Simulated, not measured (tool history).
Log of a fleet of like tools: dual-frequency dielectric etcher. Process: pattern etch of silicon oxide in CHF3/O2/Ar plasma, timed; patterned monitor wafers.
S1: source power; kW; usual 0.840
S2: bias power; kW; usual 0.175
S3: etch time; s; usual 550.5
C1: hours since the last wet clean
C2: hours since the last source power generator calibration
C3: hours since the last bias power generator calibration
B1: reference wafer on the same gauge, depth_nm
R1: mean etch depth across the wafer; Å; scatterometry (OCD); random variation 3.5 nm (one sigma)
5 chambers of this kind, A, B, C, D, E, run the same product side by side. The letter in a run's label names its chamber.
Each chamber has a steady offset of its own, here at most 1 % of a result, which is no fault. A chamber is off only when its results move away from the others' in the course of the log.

run,day,S1,S2,S3,C1,C2,C3,B1,R1
1B,0.204,0.840,0.175,550.5,319.8,2054.9,836.0,1189.0,12148.0
2D,0.554,0.840,0.175,550.5,256.0,3691.0,3541.4,1190.3,12350.0
3C,0.800,0.840,0.175,550.5,428.3,1093.5,3058.3,1189.8,12390.0
4E,1.071,0.840,0.175,550.5,613.5,892.3,300.4,1189.9,12407.0
5A,1.396,0.840,0.175,641.5,266.9,50.3,1669.1,1189.9,14233.0
6D,1.708,0.840,0.175,641.5,283.7,3718.7,3569.1,1190.2,14396.0
# day 1.921: chamber E: wet clean of the chamber
7B,1.967,0.840,0.175,641.5,362.1,2097.2,878.3,1190.6,14211.0
# day 2.050: chamber C: wet clean of the chamber
8C,2.196,0.840,0.175,641.5,3.6,1127.0,3091.8,1190.1,14433.0
9A,2.492,0.840,0.175,641.5,293.2,76.6,1695.4,1189.7,14223.0
10E,2.742,0.840,0.175,550.5,19.8,932.4,340.5,1189.1,12389.0
11B,2.938,0.840,0.175,550.5,385.4,2120.5,901.6,1190.6,12130.0
# day 3.050: chamber D: bias power generator calibrated
12C,3.296,0.840,0.175,550.5,30.0,1153.4,3118.2,1189.7,12329.0
13E,3.508,0.840,0.175,550.5,38.2,950.8,358.9,1189.9,12374.0
14D,3.692,0.840,0.175,550.5,331.3,3766.3,15.4,1190.1,12313.0
15A,3.975,0.840,0.175,550.5,328.8,112.2,1731.0,1190.2,12165.0
16A,4.308,0.840,0.175,550.5,336.8,120.2,1739.0,1189.2,12241.0
17E,4.583,0.840,0.175,550.5,64.0,976.6,384.7,1190.6,12383.0
18B,4.871,0.940,0.151,550.5,431.8,2166.9,948.0,1189.5,12072.0
19D,5.171,0.940,0.151,550.5,366.8,3801.8,50.9,1189.6,12261.0
20C,5.350,0.940,0.151,550.5,79.3,1202.7,3167.5,1189.5,12288.0
21D,5.554,0.940,0.151,550.5,376.0,3811.0,60.1,1189.5,12281.0
22B,5.796,0.940,0.151,550.5,454.0,2189.1,970.2,1190.2,11938.0
23A,6.004,0.840,0.175,550.5,377.5,160.9,1779.7,1190.7,12227.0
24C,6.279,0.840,0.175,550.5,101.6,1225.0,3189.8,1190.3,12404.0
25E,6.662,0.710,0.175,407.0,113.9,1026.5,434.6,1191.2,8549.8
26A,7.017,0.710,0.175,407.0,401.8,185.2,1804.0,1189.4,8433.7
27E,7.229,0.710,0.175,407.0,127.5,1040.1,448.2,1188.8,8598.9
# day 7.392: chamber D: wet clean of the chamber
28C,7.500,0.710,0.175,407.0,130.9,1254.3,3219.1,1190.2,8544.7
29D,7.833,0.710,0.175,407.0,10.6,3865.7,114.8,1190.4,8572.9
30B,8.196,0.840,0.175,550.5,511.6,2246.7,1027.8,1189.3,11953.0
31C,8.538,0.840,0.175,550.5,155.8,1279.2,3244.0,1189.6,12426.0
32D,8.808,0.840,0.175,550.5,34.0,3889.1,138.2,1190.0,12307.0
33B,9.129,0.840,0.175,550.5,534.0,2269.1,1050.2,1189.8,11892.0
34E,9.404,0.840,0.175,550.5,179.7,1092.3,500.4,1190.6,12378.0
35A,9.779,0.930,0.175,550.5,468.1,251.5,1870.3,1189.9,12770.0
36C,10.042,0.930,0.175,550.5,191.9,1315.3,3280.1,1190.7,12950.0
37B,10.300,0.930,0.175,550.5,562.1,2297.2,1078.3,1190.0,12320.0
38E,10.504,0.930,0.175,550.5,206.1,1118.7,526.8,1189.8,12867.0
39D,10.721,0.930,0.175,550.5,79.9,3935.0,184.1,1190.3,12795.0
40A,10.942,0.840,0.175,550.5,496.0,279.4,1898.2,1190.2,12208.0

Is one chamber off against the others, does the gauge drift, or is nothing wrong? If a chamber is off, say which, and what the likeliest cause is.

Chamber B drifts away from the others.
Cause: etch rate under this chamber's usual, % = 2.69.

Here are 4 candidates for chamber B's next run, each the usual settings with a change, their results left as question marks. Which one brings its results back in line with what the others give on the usual settings?
In line means no further than this from the other chambers' mean on the usual settings: R1 120.0 Å
41B-1,11.217,0.790,0.166,550.5,,,,,?
41B-2,11.217,0.840,0.176,561.5,,,,,?
41B-3,11.217,0.850,0.175,571.0,,,,,?
41B-4,11.217,0.840,0.174,539.5,,,,,?

The other chambers' mean on the usual settings: R1 12326.0 Å
run,R1
41B-1,11390.0
41B-2,12120.0
41B-3,12359.0
41B-4,11603.0
41B-3 brings the chamber back in line.
